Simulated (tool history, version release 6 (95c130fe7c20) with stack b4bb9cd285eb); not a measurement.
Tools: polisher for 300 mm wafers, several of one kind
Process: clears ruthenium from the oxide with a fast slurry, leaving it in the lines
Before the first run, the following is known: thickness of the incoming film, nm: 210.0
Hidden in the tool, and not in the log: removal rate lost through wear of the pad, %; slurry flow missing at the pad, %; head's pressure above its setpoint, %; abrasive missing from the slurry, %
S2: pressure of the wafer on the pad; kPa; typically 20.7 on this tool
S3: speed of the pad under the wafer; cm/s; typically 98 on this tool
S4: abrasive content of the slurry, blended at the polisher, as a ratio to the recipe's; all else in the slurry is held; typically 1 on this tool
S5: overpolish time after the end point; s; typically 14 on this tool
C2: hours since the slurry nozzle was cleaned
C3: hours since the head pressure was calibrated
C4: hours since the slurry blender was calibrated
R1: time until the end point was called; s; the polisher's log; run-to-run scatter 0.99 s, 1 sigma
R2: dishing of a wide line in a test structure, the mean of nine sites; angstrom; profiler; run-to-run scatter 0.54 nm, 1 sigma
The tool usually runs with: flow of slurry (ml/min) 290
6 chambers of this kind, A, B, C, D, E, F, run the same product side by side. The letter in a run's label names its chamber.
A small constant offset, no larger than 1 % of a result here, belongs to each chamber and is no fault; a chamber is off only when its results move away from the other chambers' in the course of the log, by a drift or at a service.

{"run": "1D", "hour": 7.4, "flow of slurry (ml/min)": 290, "S2": 20.7, "S3": 98, "S4": 1, "S5": 14, "wafers polished on this pad": 326, "C2": 455.4, "C3": 408.2, "C4": 154.8, "R1": 56.192, "R2": 386.21}
{"run": "2F", "hour": 13.9, "flow of slurry (ml/min)": 290, "S2": 20.7, "S3": 98, "S4": 1, "S5": 14, "wafers polished on this pad": 1088, "C2": 511.5, "C3": 43.5, "C4": 125.5, "R1": 54.346, "R2": 374.38}
{"run": "3A", "hour": 18.7, "flow of slurry (ml/min)": 290, "S2": 20.7, "S3": 98, "S4": 1, "S5": 14, "wafers polished on this pad": 609, "C2": 77.9, "C3": 302.8, "C4": 141.8, "R1": 56.002, "R2": 378.85}
{"hour": 20.6, "done": "chamber C: worn pad replaced by a new one"}
{"hour": 22.8, "done": "chamber F: slurry nozzle cleaned"}
{"run": "4E", "hour": 24.2, "flow of slurry (ml/min)": 290, "S2": 20.7, "S3": 98, "S4": 1, "S5": 14, "wafers polished on this pad": 596, "C2": 443, "C3": 112.4, "C4": 424, "R1": 56.776, "R2": 391.81}
{"hour": 26.5, "done": "chamber F: worn pad replaced by a new one"}
{"hour": 26.6, "done": "chamber E: slurry blender recalibrated"}
{"run": "5C", "hour": 34.4, "flow of slurry (ml/min)": 290, "S2": 20.7, "S3": 98, "S4": 1, "S5": 14, "wafers polished on this pad": 187, "C2": 92.4, "C3": 377.9, "C4": 81, "R1": 54.858, "R2": 376.93}
{"hour": 39.0, "done": "chamber D: slurry nozzle cleaned"}
{"run": "6B", "hour": 40.0, "flow of slurry (ml/min)": 290, "S2": 20.7, "S3": 98, "S4": 1, "S5": 14, "wafers polished on this pad": 901, "C2": 142.4, "C3": 274, "C4": 152, "R1": 55.881, "R2": 380.25}
{"run": "7F", "hour": 46.1, "flow of slurry (ml/min)": 290, "S2": 20.7, "S3": 98, "S4": 1, "S5": 14, "wafers polished on this pad": 265, "C2": 23.4, "C3": 75.7, "C4": 157.7, "R1": 55.735, "R2": 394.66}
{"run": "8A", "hour": 52.4, "flow of slurry (ml/min)": 290, "S2": 17.9, "S3": 98, "S4": 0.9, "S5": 14, "wafers polished on this pad": 1066, "C2": 111.6, "C3": 336.5, "C4": 175.5, "R1": 68.768, "R2": 330.4}
{"hour": 56.6, "done": "chamber C: slurry blender recalibrated"}
{"run": "9D", "hour": 62.9, "flow of slurry (ml/min)": 290, "S2": 17.9, "S3": 98, "S4": 0.9, "S5": 14, "wafers polished on this pad": 1078, "C2": 24, "C3": 463.7, "C4": 210.3, "R1": 65.429, "R2": 334.78}
{"hour": 65.8, "done": "chamber A: worn pad replaced by a new one"}
{"hour": 66.1, "done": "chamber B: worn pad replaced by a new one"}
{"hour": 68.5, "done": "chamber E: worn pad replaced by a new one"}
{"hour": 71.2, "done": "chamber D: worn pad replaced by a new one"}
{"run": "10E", "hour": 72.6, "flow of slurry (ml/min)": 290, "S2": 17.9, "S3": 98, "S4": 0.9, "S5": 14, "wafers polished on this pad": 55, "C2": 491.4, "C3": 160.8, "C4": 46.1, "R1": 66.733, "R2": 325.76}
{"hour": 78.7, "done": "chamber A: slurry blender recalibrated"}
{"run": "11C", "hour": 78.9, "flow of slurry (ml/min)": 290, "S2": 17.9, "S3": 98, "S4": 0.9, "S5": 14, "wafers polished on this pad": 790, "C2": 136.9, "C3": 422.4, "C4": 22.4, "R1": 67.171, "R2": 328.4}
{"run": "12B", "hour": 84.3, "flow of slurry (ml/min)": 290, "S2": 17.9, "S3": 98, "S4": 0.9, "S5": 14, "wafers polished on this pad": 246, "C2": 186.7, "C3": 318.3, "C4": 196.3, "R1": 65.935, "R2": 333.82}
{"run": "13D", "hour": 94.4, "flow of slurry (ml/min)": 290, "S2": 17.9, "S3": 98, "S4": 0.9, "S5": 14, "wafers polished on this pad": 314, "C2": 55.5, "C3": 495.2, "C4": 241.8, "R1": 66.375, "R2": 330.84}
{"run": "14A", "hour": 100.4, "flow of slurry (ml/min)": 290, "S2": 22.8, "S3": 84, "S4": 1, "S5": 14, "wafers polished on this pad": 469, "C2": 159.6, "C3": 384.5, "C4": 21.7, "R1": 58.369, "R2": 356.99}
{"hour": 103.5, "done": "chamber C: worn pad replaced by a new one"}
{"run": "15F", "hour": 108.1, "flow of slurry (ml/min)": 290, "S2": 22.8, "S3": 84, "S4": 1, "S5": 14, "wafers polished on this pad": 1105, "C2": 85.4, "C3": 137.7, "C4": 219.7, "R1": 57.699, "R2": 361.95}
{"hour": 108.5, "done": "chamber F: worn pad replaced by a new one"}
{"run": "16E", "hour": 114.2, "flow of slurry (ml/min)": 290, "S2": 22.8, "S3": 84, "S4": 1, "S5": 14, "wafers polished on this pad": 619, "C2": 533, "C3": 202.4, "C4": 87.7, "R1": 59.275, "R2": 366.22}
{"run": "17B", "hour": 124.7, "flow of slurry (ml/min)": 290, "S2": 22.8, "S3": 84, "S4": 1, "S5": 14, "wafers polished on this pad": 793, "C2": 227.1, "C3": 358.7, "C4": 236.7, "R1": 59.269, "R2": 356.47}
{"run": "18C", "hour": 129.7, "flow of slurry (ml/min)": 290, "S2": 22.8, "S3": 84, "S4": 1, "S5": 14, "wafers polished on this pad": 355, "C2": 187.7, "C3": 473.2, "C4": 73.2, "R1": 59.527, "R2": 362.55}
{"run": "19E", "hour": 137.3, "flow of slurry (ml/min)": 290, "S2": 22.8, "S3": 84, "S4": 1, "S5": 14, "wafers polished on this pad": 932, "C2": 556.1, "C3": 225.5, "C4": 110.8, "R1": 57.666, "R2": 368.86}
{"hour": 140.8, "done": "chamber E: worn pad replaced by a new one"}
{"run": "20B", "hour": 146.8, "flow of slurry (ml/min)": 290, "S2": 20.7, "S3": 98, "S4": 1, "S5": 14, "wafers polished on this pad": 1093, "C2": 249.2, "C3": 380.8, "C4": 258.8, "R1": 54.551, "R2": 369.33}
{"hour": 147.9, "done": "chamber D: worn pad replaced by a new one"}
{"run": "21D", "hour": 153.2, "flow of slurry (ml/min)": 290, "S2": 20.7, "S3": 98, "S4": 1, "S5": 14, "wafers polished on this pad": 72, "C2": 114.3, "C3": 554, "C4": 300.6, "R1": 57.432, "R2": 377.47}
{"hour": 156.0, "done": "chamber A: worn pad replaced by a new one"}
{"run": "22F", "hour": 158.3, "flow of slurry (ml/min)": 290, "S2": 20.7, "S3": 98, "S4": 1, "S5": 14, "wafers polished on this pad": 675, "C2": 135.6, "C3": 187.9, "C4": 269.9, "R1": 55.385, "R2": 380.6}
{"hour": 158.7, "done": "chamber B: worn pad replaced by a new one"}
{"run": "23C", "hour": 165.6, "flow of slurry (ml/min)": 290, "S2": 20.7, "S3": 98, "S4": 1, "S5": 14, "wafers polished on this pad": 841, "C2": 223.6, "C3": 509.1, "C4": 109.1, "R1": 55.263, "R2": 381.92}
{"run": "24A", "hour": 171.3, "flow of slurry (ml/min)": 290, "S2": 20.7, "S3": 98, "S4": 1, "S5": 14, "wafers polished on this pad": 208, "C2": 230.5, "C3": 455.4, "C4": 92.6, "R1": 55.517, "R2": 376.37}
{"hour": 177.8, "done": "chamber D: slurry blender recalibrated"}
{"hour": 178.9, "done": "chamber C: worn pad replaced by a new one"}
{"hour": 180.2, "done": "chamber A: head pressure recalibrated"}
{"hour": 180.3, "done": "chamber C: slurry blender recalibrated"}
{"run": "25B", "hour": 181.0, "flow of slurry (ml/min)": 290, "S2": 20.7, "S3": 98, "S4": 1, "S5": 14, "wafers polished on this pad": 303, "C2": 283.4, "C3": 415, "C4": 293, "R1": 56.956, "R2": 370.17}
{"run": "26D", "hour": 186.5, "flow of slurry (ml/min)": 290, "S2": 20.7, "S3": 98, "S4": 1, "S5": 14, "wafers polished on this pad": 523, "C2": 147.6, "C3": 587.3, "C4": 8.8, "R1": 53.059, "R2": 382.97}
{"hour": 190.2, "done": "chamber F: worn pad replaced by a new one"}
{"run": "27C", "hour": 191.3, "flow of slurry (ml/min)": 290, "S2": 20.7, "S3": 98, "S4": 1, "S5": 14, "wafers polished on this pad": 168, "C2": 249.3, "C3": 534.8, "C4": 11, "R1": 52.969, "R2": 384.8}
{"hour": 192.1, "done": "chamber A: slurry nozzle cleaned"}
{"run": "28E", "hour": 201.5, "flow of slurry (ml/min)": 290, "S2": 20.7, "S3": 98, "S4": 1.1, "S5": 14, "wafers polished on this pad": 822, "C2": 620.3, "C3": 289.7, "C4": 175, "R1": 52.922, "R2": 396.07}
{"run": "29F", "hour": 207.4, "flow of slurry (ml/min)": 290, "S2": 20.7, "S3": 98, "S4": 1.1, "S5": 14, "wafers polished on this pad": 233, "C2": 184.7, "C3": 237, "C4": 319, "R1": 53.154, "R2": 390.56}
{"run": "30A", "hour": 216.2, "flow of slurry (ml/min)": 290, "S2": 20.7, "S3": 98, "S4": 1.1, "S5": 14, "wafers polished on this pad": 816, "C2": 24.2, "C3": 36.1, "C4": 137.5, "R1": 52.233, "R2": 390.16}
{"hour": 219.4, "done": "chamber D: worn pad replaced by a new one"}
{"hour": 222.1, "done": "chamber E: worn pad replaced by a new one"}
{"hour": 223.8, "done": "chamber E: slurry nozzle cleaned"}
{"run": "31A", "hour": 226.5, "flow of slurry (ml/min)": 290, "S2": 20.7, "S3": 98, "S4": 1.1, "S5": 14, "wafers polished on this pad": 956, "C2": 34.5, "C3": 46.4, "C4": 147.8, "R1": 55.466, "R2": 398.25}
{"run": "32F", "hour": 236.2, "flow of slurry (ml/min)": 290, "S2": 20.7, "S3": 98, "S4": 1.1, "S5": 14, "wafers polished on this pad": 623, "C2": 213.5, "C3": 265.8, "C4": 347.8, "R1": 52.657, "R2": 395.24}
{"run": "33D", "hour": 241.2, "flow of slurry (ml/min)": 290, "S2": 20.7, "S3": 98, "S4": 1.1, "S5": 14, "wafers polished on this pad": 295, "C2": 202.3, "C3": 642, "C4": 63.5, "R1": 53.658, "R2": 395.46}
{"hour": 243.1, "done": "chamber B: worn pad replaced by a new one"}
{"hour": 244.8, "done": "chamber A: worn pad replaced by a new one"}
{"hour": 247.0, "done": "chamber F: slurry blender recalibrated"}
{"hour": 248.8, "done": "chamber C: worn pad replaced by a new one"}
{"run": "34E", "hour": 250.8, "flow of slurry (ml/min)": 290, "S2": 20.7, "S3": 98, "S4": 1, "S5": 14, "wafers polished on this pad": 389, "C2": 27.1, "C3": 339, "C4": 224.3, "R1": 55.283, "R2": 385.21}
{"run": "35C", "hour": 259.9, "flow of slurry (ml/min)": 290, "S2": 20.7, "S3": 98, "S4": 1, "S5": 14, "wafers polished on this pad": 151, "C2": 317.9, "C3": 603.4, "C4": 79.6, "R1": 55.777, "R2": 379.02}
{"hour": 262.0, "done": "chamber B: head pressure recalibrated"}
{"run": "36B", "hour": 269.0, "flow of slurry (ml/min)": 290, "S2": 20.7, "S3": 98, "S4": 1, "S5": 14, "wafers polished on this pad": 352, "C2": 371.4, "C3": 7.1, "C4": 381, "R1": 59.319, "R2": 363.87}
{"hour": 269.6, "done": "chamber F: worn pad replaced by a new one"}
{"run": "37C", "hour": 276.5, "flow of slurry (ml/min)": 290, "S2": 20.7, "S3": 98, "S4": 1, "S5": 14, "wafers polished on this pad": 376, "C2": 334.5, "C3": 620, "C4": 96.2, "R1": 54.469, "R2": 379.93}
{"hour": 284.1, "done": "chamber E: head pressure recalibrated"}
{"run": "38A", "hour": 285.5, "flow of slurry (ml/min)": 290, "S2": 20.7, "S3": 84, "S4": 1, "S5": 14, "wafers polished on this pad": 552, "C2": 93.5, "C3": 105.4, "C4": 206.8, "R1": 63.941, "R2": 337.47}
{"run": "39E", "hour": 293.2, "flow of slurry (ml/min)": 290, "S2": 20.7, "S3": 84, "S4": 1, "S5": 14, "wafers polished on this pad": 963, "C2": 69.5, "C3": 9.1, "C4": 266.7, "R1": 64.317, "R2": 340.36}
{"run": "40F", "hour": 299.1, "flow of slurry (ml/min)": 290, "S2": 20.7, "S3": 84, "S4": 1, "S5": 14, "wafers polished on this pad": 400, "C2": 276.4, "C3": 328.7, "C4": 52.2, "R1": 64.726, "R2": 337.94}

Has any chamber moved away from the others, gradually or after a service, or does the common gauge drift, or do the chambers differ only by their own small steady offsets? State the chamber and the most likely cause if one applies.

Chamber B drifts away from the others.
What lies behind it: abrasive missing from the slurry, % = 21.

Chamber B could run next with any of the 4 candidate recipes listed below; each alters the usual settings, and their results appear as question marks. Which one brings its results back in line with what the other chambers deliver on the usual settings?
In line means no further than this from the other chambers' mean on the usual settings: R1 3.5 s; R2 19 angstrom
{"run": "41B-1", "hour": 306.7, "flow of slurry (ml/min)": 295, "S2": 22.8, "S3": 108, "S4": 1.05, "S5": 14, "R1": "?", "R2": "?"}
{"run": "41B-2", "hour": 306.7, "flow of slurry (ml/min)": 290, "S2": 21.4, "S3": 104, "S4": 1, "S5": 14, "R1": "?", "R2": "?"}
{"run": "41B-3", "hour": 306.7, "flow of slurry (ml/min)": 290, "S2": 20, "S3": 92, "S4": 1, "S5": 14, "R1": "?", "R2": "?"}
{"run": "41B-4", "hour": 306.7, "flow of slurry (ml/min)": 285, "S2": 18.6, "S3": 88, "S4": 0.95, "S5": 14, "R1": "?", "R2": "?"}

Usual-settings mean across the other chambers: R1 55.33 s; R2 383.36 angstrom
run=41B-1 R1=49.456 R2=414.1
run=41B-2 R1=56.08 R2=376.06
run=41B-3 R1=67.767 R2=323.35
run=41B-4 R1=78.193 R2=287.27
41B-2 brings the chamber back in line.

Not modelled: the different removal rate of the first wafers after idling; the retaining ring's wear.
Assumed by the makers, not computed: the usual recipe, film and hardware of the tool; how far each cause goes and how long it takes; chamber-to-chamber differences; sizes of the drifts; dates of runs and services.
